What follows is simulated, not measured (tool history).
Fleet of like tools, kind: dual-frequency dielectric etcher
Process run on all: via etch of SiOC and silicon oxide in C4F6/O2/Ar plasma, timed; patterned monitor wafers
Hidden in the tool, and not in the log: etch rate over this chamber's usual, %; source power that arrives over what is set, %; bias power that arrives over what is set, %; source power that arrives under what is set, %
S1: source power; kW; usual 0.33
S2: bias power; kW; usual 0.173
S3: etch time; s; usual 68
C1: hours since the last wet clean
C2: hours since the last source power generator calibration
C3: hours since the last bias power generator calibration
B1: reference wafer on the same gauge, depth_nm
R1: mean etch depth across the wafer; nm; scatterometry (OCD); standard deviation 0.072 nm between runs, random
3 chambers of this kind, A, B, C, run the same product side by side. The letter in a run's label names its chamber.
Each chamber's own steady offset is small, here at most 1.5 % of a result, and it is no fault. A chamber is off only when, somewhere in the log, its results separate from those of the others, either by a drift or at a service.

{"run": "1C", "hour": 7.0, "S1": 0.33, "S2": 0.173, "S3": 68, "C1": 342.1, "C2": 2100.4, "C3": 660.9, "B1": 68.803, "R1": 69.366}
{"run": "2A", "hour": 21.3, "S1": 0.33, "S2": 0.173, "S3": 68, "C1": 283.7, "C2": 2358.8, "C3": 2889.1, "B1": 68.781, "R1": 70.152}
{"hour": 22.0, "done": "chamber B: wet clean of the chamber"}
{"run": "3B", "hour": 36.0, "S1": 0.33, "S2": 0.173, "S3": 68, "C1": 14, "C2": 277, "C3": 549.5, "B1": 68.785, "R1": 70.09}
{"run": "4B", "hour": 46.2, "S1": 0.33, "S2": 0.173, "S3": 68, "C1": 24.2, "C2": 287.2, "C3": 559.7, "B1": 68.755, "R1": 70.065}
{"run": "5C", "hour": 53.7, "S1": 0.33, "S2": 0.206, "S3": 68, "C1": 388.8, "C2": 2147.1, "C3": 707.6, "B1": 68.753, "R1": 73.536}
{"run": "6A", "hour": 62.1, "S1": 0.33, "S2": 0.206, "S3": 68, "C1": 324.5, "C2": 2399.6, "C3": 2929.9, "B1": 68.766, "R1": 74.141}
{"run": "7C", "hour": 69.4, "S1": 0.33, "S2": 0.206, "S3": 68, "C1": 404.5, "C2": 2162.8, "C3": 723.3, "B1": 68.762, "R1": 73.44}
{"run": "8A", "hour": 80.4, "S1": 0.33, "S2": 0.173, "S3": 68, "C1": 342.8, "C2": 2417.9, "C3": 2948.2, "B1": 68.74, "R1": 69.95}
{"run": "9B", "hour": 92.3, "S1": 0.33, "S2": 0.173, "S3": 68, "C1": 70.3, "C2": 333.3, "C3": 605.8, "B1": 68.766, "R1": 70.163}
{"run": "10A", "hour": 101.3, "S1": 0.33, "S2": 0.173, "S3": 68, "C1": 363.7, "C2": 2438.8, "C3": 2969.1, "B1": 68.732, "R1": 69.901}
{"run": "11B", "hour": 114.0, "S1": 0.33, "S2": 0.173, "S3": 68, "C1": 92, "C2": 355, "C3": 627.5, "B1": 68.751, "R1": 70.038}
{"run": "12C", "hour": 126.5, "S1": 0.33, "S2": 0.134, "S3": 68, "C1": 461.6, "C2": 2219.9, "C3": 780.4, "B1": 68.725, "R1": 64.13}
{"run": "13A", "hour": 139.9, "S1": 0.33, "S2": 0.134, "S3": 68, "C1": 402.3, "C2": 2477.4, "C3": 3007.7, "B1": 68.708, "R1": 64.499}
{"hour": 141.5, "done": "chamber C: wet clean of the chamber"}
{"run": "14C", "hour": 147.1, "S1": 0.33, "S2": 0.134, "S3": 68, "C1": 5.7, "C2": 2240.5, "C3": 801, "B1": 68.703, "R1": 64.058}
{"run": "15B", "hour": 155.7, "S1": 0.33, "S2": 0.173, "S3": 68, "C1": 133.7, "C2": 396.7, "C3": 669.2, "B1": 68.68, "R1": 69.913}
{"run": "16B", "hour": 163.0, "S1": 0.33, "S2": 0.173, "S3": 68, "C1": 141, "C2": 404, "C3": 676.5, "B1": 68.719, "R1": 69.871}
{"run": "17A", "hour": 173.7, "S1": 0.33, "S2": 0.173, "S3": 68, "C1": 436.1, "C2": 2511.2, "C3": 3041.5, "B1": 68.688, "R1": 70.034}
{"run": "18C", "hour": 182.9, "S1": 0.33, "S2": 0.173, "S3": 68, "C1": 41.5, "C2": 2276.3, "C3": 836.8, "B1": 68.7, "R1": 69.283}
{"run": "19A", "hour": 193.3, "S1": 0.33, "S2": 0.173, "S3": 68, "C1": 455.7, "C2": 2530.8, "C3": 3061.1, "B1": 68.682, "R1": 69.95}
{"run": "20C", "hour": 203.5, "S1": 0.33, "S2": 0.173, "S3": 82, "C1": 62.1, "C2": 2296.9, "C3": 857.4, "B1": 68.671, "R1": 83.522}
{"run": "21B", "hour": 216.7, "S1": 0.33, "S2": 0.173, "S3": 82, "C1": 194.7, "C2": 457.7, "C3": 730.2, "B1": 68.658, "R1": 84.345}
{"run": "22A", "hour": 226.8, "S1": 0.33, "S2": 0.173, "S3": 82, "C1": 489.2, "C2": 2564.3, "C3": 3094.6, "B1": 68.661, "R1": 84.393}
{"run": "23C", "hour": 236.3, "S1": 0.33, "S2": 0.173, "S3": 68, "C1": 94.9, "C2": 2329.7, "C3": 890.2, "B1": 68.648, "R1": 69.379}
{"run": "24B", "hour": 243.8, "S1": 0.33, "S2": 0.173, "S3": 68, "C1": 221.8, "C2": 484.8, "C3": 757.3, "B1": 68.635, "R1": 69.976}
{"run": "25A", "hour": 251.2, "S1": 0.33, "S2": 0.173, "S3": 68, "C1": 513.6, "C2": 2588.7, "C3": 3119, "B1": 68.667, "R1": 69.824}
{"run": "26B", "hour": 259.8, "S1": 0.33, "S2": 0.173, "S3": 68, "C1": 237.8, "C2": 500.8, "C3": 773.3, "B1": 68.641, "R1": 69.953}
{"run": "27C", "hour": 268.8, "S1": 0.33, "S2": 0.173, "S3": 68, "C1": 127.4, "C2": 2362.2, "C3": 922.7, "B1": 68.636, "R1": 69.231}
{"run": "28C", "hour": 278.6, "S1": 0.33, "S2": 0.173, "S3": 68, "C1": 137.2, "C2": 2372, "C3": 932.5, "B1": 68.619, "R1": 69.274}
{"hour": 280.2, "done": "chamber A: wet clean of the chamber"}
{"run": "29B", "hour": 293.6, "S1": 0.33, "S2": 0.173, "S3": 68, "C1": 271.6, "C2": 534.6, "C3": 807.1, "B1": 68.593, "R1": 70.025}
{"run": "30A", "hour": 301.9, "S1": 0.37, "S2": 0.173, "S3": 78.5, "C1": 21.8, "C2": 2639.4, "C3": 3169.7, "B1": 68.599, "R1": 84.33}
{"run": "31C", "hour": 309.5, "S1": 0.37, "S2": 0.173, "S3": 78.5, "C1": 168.1, "C2": 2402.9, "C3": 963.4, "B1": 68.61, "R1": 83.45}
{"run": "32A", "hour": 317.3, "S1": 0.37, "S2": 0.173, "S3": 78.5, "C1": 37.2, "C2": 2654.8, "C3": 3185.1, "B1": 68.609, "R1": 84.365}
{"run": "33B", "hour": 329.7, "S1": 0.33, "S2": 0.173, "S3": 68, "C1": 307.7, "C2": 570.7, "C3": 843.2, "B1": 68.599, "R1": 69.871}
{"run": "34A", "hour": 343.6, "S1": 0.33, "S2": 0.173, "S3": 68, "C1": 63.5, "C2": 2681.1, "C3": 3211.4, "B1": 68.589, "R1": 69.795}
{"run": "35C", "hour": 356.4, "S1": 0.33, "S2": 0.173, "S3": 68, "C1": 215, "C2": 2449.8, "C3": 1010.3, "B1": 68.568, "R1": 69.235}
{"run": "36B", "hour": 367.0, "S1": 0.33, "S2": 0.173, "S3": 68, "C1": 345, "C2": 608, "C3": 880.5, "B1": 68.591, "R1": 69.941}
{"run": "37A", "hour": 381.4, "S1": 0.33, "S2": 0.173, "S3": 68, "C1": 101.3, "C2": 2718.9, "C3": 3249.2, "B1": 68.57, "R1": 69.915}
{"run": "38C", "hour": 390.8, "S1": 0.28, "S2": 0.157, "S3": 68, "C1": 249.4, "C2": 2484.2, "C3": 1044.7, "B1": 68.567, "R1": 63.042}
{"run": "39B", "hour": 400.2, "S1": 0.28, "S2": 0.157, "S3": 68, "C1": 378.2, "C2": 641.2, "C3": 913.7, "B1": 68.556, "R1": 63.54}
{"run": "40A", "hour": 412.7, "S1": 0.28, "S2": 0.157, "S3": 68, "C1": 132.6, "C2": 2750.2, "C3": 3280.5, "B1": 68.562, "R1": 63.421}
{"run": "41B", "hour": 426.9, "S1": 0.33, "S2": 0.173, "S3": 68, "C1": 404.9, "C2": 667.9, "C3": 940.4, "B1": 68.546, "R1": 69.812}
{"run": "42C", "hour": 441.6, "S1": 0.33, "S2": 0.173, "S3": 68, "C1": 300.2, "C2": 2535, "C3": 1095.5, "B1": 68.515, "R1": 69.073}
{"run": "43C", "hour": 449.8, "S1": 0.33, "S2": 0.173, "S3": 68, "C1": 308.4, "C2": 2543.2, "C3": 1103.7, "B1": 68.534, "R1": 69.118}

For the next run the whole fleet of 3 chambers uses the same settings. Give each chamber's results:
{"run": "44A", "hour": 460.7, "S1": 0.33, "S2": 0.173, "S3": 68, "R1": "?"}
{"run": "44B", "hour": 460.7, "S1": 0.33, "S2": 0.173, "S3": 68, "R1": "?"}
{"run": "44C", "hour": 460.7, "S1": 0.33, "S2": 0.173, "S3": 68, "R1": "?"}

run=44A R1=69.895
run=44B R1=69.956
run=44C R1=69.167

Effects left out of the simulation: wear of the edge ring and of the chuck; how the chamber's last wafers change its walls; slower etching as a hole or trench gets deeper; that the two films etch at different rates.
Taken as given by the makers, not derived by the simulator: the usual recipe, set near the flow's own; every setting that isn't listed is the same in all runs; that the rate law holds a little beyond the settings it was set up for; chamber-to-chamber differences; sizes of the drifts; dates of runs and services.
